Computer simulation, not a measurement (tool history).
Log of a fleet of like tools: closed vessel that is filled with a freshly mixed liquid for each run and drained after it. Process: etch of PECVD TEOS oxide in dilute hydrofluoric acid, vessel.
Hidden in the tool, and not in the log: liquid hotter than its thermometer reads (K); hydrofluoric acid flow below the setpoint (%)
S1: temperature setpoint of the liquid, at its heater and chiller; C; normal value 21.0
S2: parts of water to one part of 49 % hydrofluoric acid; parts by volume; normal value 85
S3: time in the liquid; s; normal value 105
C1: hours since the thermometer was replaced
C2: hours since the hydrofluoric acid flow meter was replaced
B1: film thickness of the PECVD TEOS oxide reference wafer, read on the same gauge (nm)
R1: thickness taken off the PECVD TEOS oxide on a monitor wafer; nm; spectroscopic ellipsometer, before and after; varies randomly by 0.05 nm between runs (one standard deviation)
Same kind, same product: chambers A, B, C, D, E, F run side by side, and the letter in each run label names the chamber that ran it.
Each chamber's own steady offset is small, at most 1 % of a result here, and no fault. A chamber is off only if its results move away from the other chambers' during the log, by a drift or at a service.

{"run": "1F", "hour": 7.3, "S1": 21.0, "S2": 85, "S3": 105, "C1": 934.7, "C2": 419.1, "B1": 90.053, "R1": 9.8191}
{"run": "2D", "hour": 11.0, "S1": 21.0, "S2": 85, "S3": 105, "C1": 440.4, "C2": 869.3, "B1": 90.029, "R1": 9.937}
{"run": "3A", "hour": 18.4, "S1": 21.0, "S2": 85, "S3": 105, "C1": 1734.1, "C2": 427.7, "B1": 89.935, "R1": 10.053}
{"run": "4E", "hour": 24.9, "S1": 21.0, "S2": 85, "S3": 105, "C1": 394.6, "C2": 482.7, "B1": 90.005, "R1": 10.057}
{"run": "5C", "hour": 30.3, "S1": 21.0, "S2": 85, "S3": 105, "C1": 544.3, "C2": 591.1, "B1": 89.991, "R1": 9.9128}
{"run": "6B", "hour": 34.1, "S1": 21.0, "S2": 85, "S3": 105, "C1": 1973.5, "C2": 709.3, "B1": 89.987, "R1": 9.9126}
{"run": "7F", "hour": 38.8, "S1": 21.0, "S2": 85, "S3": 105, "C1": 966.2, "C2": 450.6, "B1": 89.991, "R1": 9.9842}
{"run": "8B", "hour": 44.7, "S1": 21.0, "S2": 85, "S3": 85, "C1": 1984.1, "C2": 719.9, "B1": 90.04, "R1": 8.0466}
{"run": "9E", "hour": 49.3, "S1": 21.0, "S2": 85, "S3": 85, "C1": 419.0, "C2": 507.1, "B1": 90.038, "R1": 8.1238}
{"run": "10C", "hour": 55.5, "S1": 21.0, "S2": 85, "S3": 85, "C1": 569.5, "C2": 616.3, "B1": 90.002, "R1": 8.0798}
{"run": "11D", "hour": 60.3, "S1": 21.0, "S2": 85, "S3": 85, "C1": 489.7, "C2": 918.6, "B1": 90.028, "R1": 8.1001}
{"hour": 65.8, "done": "chamber D: hydrofluoric acid flow meter replaced"}
{"run": "12A", "hour": 68.2, "S1": 21.0, "S2": 85, "S3": 85, "C1": 1783.9, "C2": 477.5, "B1": 90.053, "R1": 8.1308}
{"run": "13E", "hour": 74.8, "S1": 21.0, "S2": 85, "S3": 85, "C1": 444.5, "C2": 532.6, "B1": 89.977, "R1": 8.0729}
{"run": "14F", "hour": 78.9, "S1": 21.0, "S2": 85, "S3": 105, "C1": 1006.3, "C2": 490.7, "B1": 89.988, "R1": 9.9464}
{"run": "15C", "hour": 86.6, "S1": 21.0, "S2": 85, "S3": 105, "C1": 600.6, "C2": 647.4, "B1": 89.943, "R1": 9.9516}
{"run": "16B", "hour": 90.2, "S1": 17.5, "S2": 85, "S3": 105, "C1": 2029.6, "C2": 765.4, "B1": 90.021, "R1": 8.5685}
{"run": "17D", "hour": 96.3, "S1": 17.5, "S2": 85, "S3": 105, "C1": 525.7, "C2": 30.6, "B1": 89.997, "R1": 8.7231}
{"run": "18A", "hour": 101.2, "S1": 17.5, "S2": 85, "S3": 105, "C1": 1816.9, "C2": 510.5, "B1": 90.014, "R1": 8.5616}
{"run": "19E", "hour": 106.5, "S1": 17.5, "S2": 85, "S3": 105, "C1": 476.2, "C2": 564.3, "B1": 90.033, "R1": 8.6094}
{"run": "20D", "hour": 114.0, "S1": 17.5, "S2": 85, "S3": 105, "C1": 543.4, "C2": 48.3, "B1": 90.032, "R1": 8.799}
{"run": "21C", "hour": 118.7, "S1": 17.5, "S2": 85, "S3": 105, "C1": 632.7, "C2": 679.5, "B1": 89.983, "R1": 8.534}
{"run": "22B", "hour": 125.6, "S1": 21.0, "S2": 85, "S3": 105, "C1": 2065.0, "C2": 800.8, "B1": 89.998, "R1": 9.9389}
{"run": "23F", "hour": 131.9, "S1": 21.0, "S2": 85, "S3": 105, "C1": 1059.3, "C2": 543.7, "B1": 90.065, "R1": 9.8644}
{"run": "24A", "hour": 139.8, "S1": 21.0, "S2": 85, "S3": 105, "C1": 1855.5, "C2": 549.1, "B1": 90.022, "R1": 9.995}
{"run": "25E", "hour": 147.4, "S1": 21.0, "S2": 85, "S3": 105, "C1": 517.1, "C2": 605.2, "B1": 89.993, "R1": 10.081}
{"run": "26A", "hour": 152.8, "S1": 21.0, "S2": 85, "S3": 155, "C1": 1868.5, "C2": 562.1, "B1": 89.963, "R1": 14.792}
{"run": "27C", "hour": 156.8, "S1": 21.0, "S2": 85, "S3": 155, "C1": 670.8, "C2": 717.6, "B1": 90.016, "R1": 14.709}
{"run": "28F", "hour": 160.8, "S1": 21.0, "S2": 85, "S3": 155, "C1": 1088.2, "C2": 572.6, "B1": 89.983, "R1": 14.603}
{"run": "29D", "hour": 164.9, "S1": 21.0, "S2": 85, "S3": 155, "C1": 594.3, "C2": 99.2, "B1": 89.974, "R1": 15.245}
{"run": "30B", "hour": 171.0, "S1": 21.0, "S2": 85, "S3": 155, "C1": 2110.4, "C2": 846.2, "B1": 89.947, "R1": 14.648}
{"hour": 172.1, "done": "chamber A: thermometer replaced"}
{"run": "31B", "hour": 177.6, "S1": 21.0, "S2": 85, "S3": 155, "C1": 2117.0, "C2": 852.8, "B1": 90.029, "R1": 14.74}
{"run": "32F", "hour": 181.5, "S1": 21.0, "S2": 85, "S3": 105, "C1": 1108.9, "C2": 593.3, "B1": 89.927, "R1": 9.8395}
{"run": "33A", "hour": 187.9, "S1": 21.0, "S2": 85, "S3": 50, "C1": 15.8, "C2": 597.2, "B1": 90.002, "R1": 4.7562}
{"run": "34C", "hour": 192.9, "S1": 21.0, "S2": 85, "S3": 50, "C1": 706.9, "C2": 753.7, "B1": 90.042, "R1": 4.7866}
{"run": "35E", "hour": 200.8, "S1": 21.0, "S2": 85, "S3": 50, "C1": 570.5, "C2": 658.6, "B1": 89.984, "R1": 4.779}
{"run": "36D", "hour": 208.6, "S1": 21.0, "S2": 85, "S3": 50, "C1": 638.0, "C2": 142.9, "B1": 89.988, "R1": 5.0081}
{"run": "37D", "hour": 213.1, "S1": 21.0, "S2": 85, "S3": 50, "C1": 642.5, "C2": 147.4, "B1": 90.001, "R1": 5.0168}

One chamber off, gauge drift, or nothing amiss beyond the chambers' own small offsets? If it is a chamber, which one, and what is the likeliest cause?

Chamber D drifts away from the others.
Likeliest cause: liquid hotter than its thermometer reads (K) = 1.15.

Below are 4 candidate recipes for chamber D's next run, each the usual settings with a change, their results shown as question marks. Which of them brings D's results back in line with what the other chambers give on the usual settings?
In line means no further than this from the other chambers' mean on the usual settings: R1 0.1800 nm
{"run": "38D-1", "hour": 218.8, "S1": 21.0, "S2": 85, "S3": 110, "R1": "?"}
{"run": "38D-2", "hour": 218.8, "S1": 21.0, "S2": 80, "S3": 110, "R1": "?"}
{"run": "38D-3", "hour": 218.8, "S1": 18.5, "S2": 85, "S3": 105, "R1": "?"}
{"run": "38D-4", "hour": 218.8, "S1": 21.0, "S2": 85, "S3": 100, "R1": "?"}

What the other chambers average on the usual settings: R1 9.9503 nm
run=38D-1 R1=11.0260
run=38D-2 R1=11.7820
run=38D-3 R1=9.4798
run=38D-4 R1=10.0230
It is 38D-4 that realigns the chamber with its peers.
